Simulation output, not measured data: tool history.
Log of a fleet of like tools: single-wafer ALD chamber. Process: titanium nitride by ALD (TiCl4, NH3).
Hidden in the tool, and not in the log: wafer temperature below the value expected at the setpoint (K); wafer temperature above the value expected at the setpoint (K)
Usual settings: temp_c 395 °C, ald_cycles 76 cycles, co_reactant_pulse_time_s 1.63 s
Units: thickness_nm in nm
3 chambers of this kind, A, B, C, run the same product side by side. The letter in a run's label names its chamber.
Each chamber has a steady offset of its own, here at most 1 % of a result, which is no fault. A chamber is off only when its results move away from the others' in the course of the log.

| run | hour | temp_c | ald_cycles | co_reactant_pulse_time_s | hours since the last thermocouple change | read-back reference wafer on the same gauge, thickness_nm | thickness_nm |
|---|---|---|---|---|---|---|---|
| 1A | 5.3 | 395 | 76 | 1.63 | 969.9 | 1.5911 | 1.6534 |
| 2B | 11.3 | 395 | 76 | 1.63 | 254.8 | 1.5921 | 1.6647 |
| 3C | 20.5 | 395 | 76 | 1.63 | 755.6 | 1.5901 | 1.6306 |
| 4B | 31.7 | 395 | 76 | 1.63 | 275.2 | 1.5886 | 1.6698 |
| 5A | 39.1 | 395 | 76 | 1.63 | 1003.7 | 1.5889 | 1.6771 |
| 6C | 50.0 | 395 | 76 | 1.95 | 785.1 | 1.5906 | 1.6715 |
| 7A | 60.1 | 395 | 76 | 1.95 | 1024.7 | 1.5888 | 1.6862 |
| 8C | 67.2 | 395 | 76 | 1.95 | 802.3 | 1.5911 | 1.6518 |
| 9B | 78.8 | 408 | 65 | 1.63 | 322.3 | 1.5883 | 1.4325 |
| 10A | 86.4 | 408 | 65 | 1.63 | 1051.0 | 1.5900 | 1.4333 |
| 11B | 96.9 | 408 | 65 | 1.63 | 340.4 | 1.5901 | 1.4334 |
| 12C | 105.7 | 395 | 76 | 1.63 | 840.8 | 1.5903 | 1.6439 |
| 13B | 116.6 | 395 | 76 | 1.63 | 360.1 | 1.5918 | 1.6703 |
| 14A | 127.9 | 395 | 76 | 1.63 | 1092.5 | 1.5905 | 1.6630 |
| 15C | 134.9 | 395 | 85 | 2.25 | 870.0 | 1.5891 | 1.8452 |
| 16C | 146.3 | 395 | 85 | 2.25 | 881.4 | 1.5894 | 1.8741 |
| 17B | 152.4 | 395 | 85 | 2.25 | 395.9 | 1.5904 | 1.8994 |
| 18A | 158.3 | 395 | 76 | 1.63 | 1122.9 | 1.5890 | 1.6747 |
| 19A | 170.0 | 382 | 76 | 1.63 | 1134.6 | 1.5898 | 1.6453 |
| 20C | 177.2 | 382 | 76 | 1.63 | 912.3 | 1.5884 | 1.6210 |
| 21B | 183.6 | 382 | 76 | 1.63 | 427.1 | 1.5894 | 1.6466 |
| 22B | 192.2 | 395 | 76 | 1.63 | 435.7 | 1.5899 | 1.6706 |
| 23C | 202.2 | 395 | 76 | 1.63 | 937.3 | 1.5900 | 1.6517 |
| 24A | 212.5 | 395 | 67 | 2.02 | 1177.1 | 1.5900 | 1.4808 |

Is one chamber off against the others, does the gauge drift, or is nothing wrong? If a chamber is off, say which, and what the likeliest cause is.

No chamber stands off beyond its own small offset, and the gauge holds steady.
